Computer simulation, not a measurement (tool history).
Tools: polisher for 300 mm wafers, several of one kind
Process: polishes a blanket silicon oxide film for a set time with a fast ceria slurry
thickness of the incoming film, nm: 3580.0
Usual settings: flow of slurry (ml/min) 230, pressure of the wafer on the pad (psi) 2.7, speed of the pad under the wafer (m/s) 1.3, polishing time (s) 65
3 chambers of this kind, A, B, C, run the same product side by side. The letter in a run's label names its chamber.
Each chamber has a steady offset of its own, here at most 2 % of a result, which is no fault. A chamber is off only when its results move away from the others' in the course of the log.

run,hour,flow of slurry (ml/min),pressure of the wafer on the pad (psi),speed of the pad under the wafer (m/s),polishing time (s),wafers polished on this pad,hours since the slurry nozzle was cleaned,hours since the head pressure was calibrated,film removed (Å)
1C,5.6,230,2.7,1.3,65,328,281.8,354.6,12808.0
2A,11.1,230,2.7,1.3,65,620,245.9,657.1,12503.0
3B,14.3,230,2.7,1.3,65,1159,524.8,1101.3,12920.0
# hour 17.5: chamber A: worn pad replaced by a new one
4A,18.8,230,2.7,1.3,65,13,253.6,664.8,12364.0
# hour 20.0: chamber B: worn pad replaced by a new one
5C,24.5,230,2.3,1.3,65,512,300.7,373.5,10863.0
6B,28.2,230,2.3,1.3,65,80,538.7,1115.2,10763.0
7B,33.5,230,2.3,1.3,65,132,544.0,1120.5,10902.0
8C,37.5,155,3.3,1.3,65,639,313.7,386.5,14860.0
9A,42.9,155,3.3,1.3,65,248,277.7,688.9,14442.0
10C,47.2,155,3.3,1.3,65,734,323.4,396.2,14528.0
11B,50.5,230,2.7,1.3,65,297,561.0,1137.5,12568.0
12A,54.6,230,2.7,1.3,65,362,289.4,700.6,12499.0
13B,60.4,230,2.3,1.3,65,394,570.9,1147.4,10914.0
14C,65.7,230,2.3,1.3,65,914,341.9,414.7,10761.0
15A,68.7,230,2.3,1.3,65,499,303.5,714.7,10477.0
16B,73.2,230,2.7,1.3,65,519,583.7,1160.2,12484.0
17A,78.8,230,2.7,1.3,65,598,313.6,724.8,12398.0
# hour 79.0: chamber A: worn pad replaced by a new one
18C,84.2,230,2.7,1.3,65,1095,360.4,433.2,12804.0
19A,87.6,230,2.7,1.3,65,84,322.4,733.6,12108.0
20C,93.3,230,2.7,1.3,65,1183,369.5,442.3,12595.0
21B,97.4,230,1.8,1.3,65,755,607.9,1184.4,8640.7
# hour 99.9: chamber C: worn pad replaced by a new one
22C,101.2,230,1.8,1.3,65,13,377.4,450.2,8527.0
23B,106.6,230,1.8,1.3,65,845,617.1,1193.6,8559.0
24A,109.2,230,2.7,1.5,50,294,344.0,755.2,10973.0
25B,112.1,230,2.7,1.5,50,898,622.6,1199.1,11145.0
26A,115.6,230,2.7,1.5,50,357,350.4,761.6,10877.0
27C,119.8,230,2.7,1.3,65,194,396.0,468.8,12749.0
28B,122.5,230,2.7,1.3,65,1000,633.0,1209.5,12929.0
# hour 125.0: chamber A: head pressure recalibrated
29C,127.5,230,2.7,1.3,85,269,403.7,476.5,16721.0
# hour 129.9: chamber B: slurry nozzle cleaned
30A,133.3,230,2.7,1.3,85,530,368.1,8.4,15681.0
# hour 134.2: chamber A: worn pad replaced by a new one
31C,135.9,230,2.7,1.3,85,351,412.1,484.9,16475.0
32B,139.6,230,2.7,1.3,65,1167,9.8,1226.6,12846.0
33A,143.8,230,2.7,1.3,65,93,378.6,18.9,12195.0
34A,149.0,230,2.7,1.3,65,144,383.8,24.1,11922.0
35B,152.4,230,2.7,1.3,65,1292,22.6,1239.4,12728.0

All 3 chambers run these settings next. Forecast each chamber's results:
36A,156.7,230,2.7,1.3,65,,,,?
36B,156.7,230,2.7,1.3,65,,,,?
36C,156.7,230,2.7,1.3,65,,,,?

run,film removed (Å)
36A,11731.0
36B,12763.0
36C,12925.0
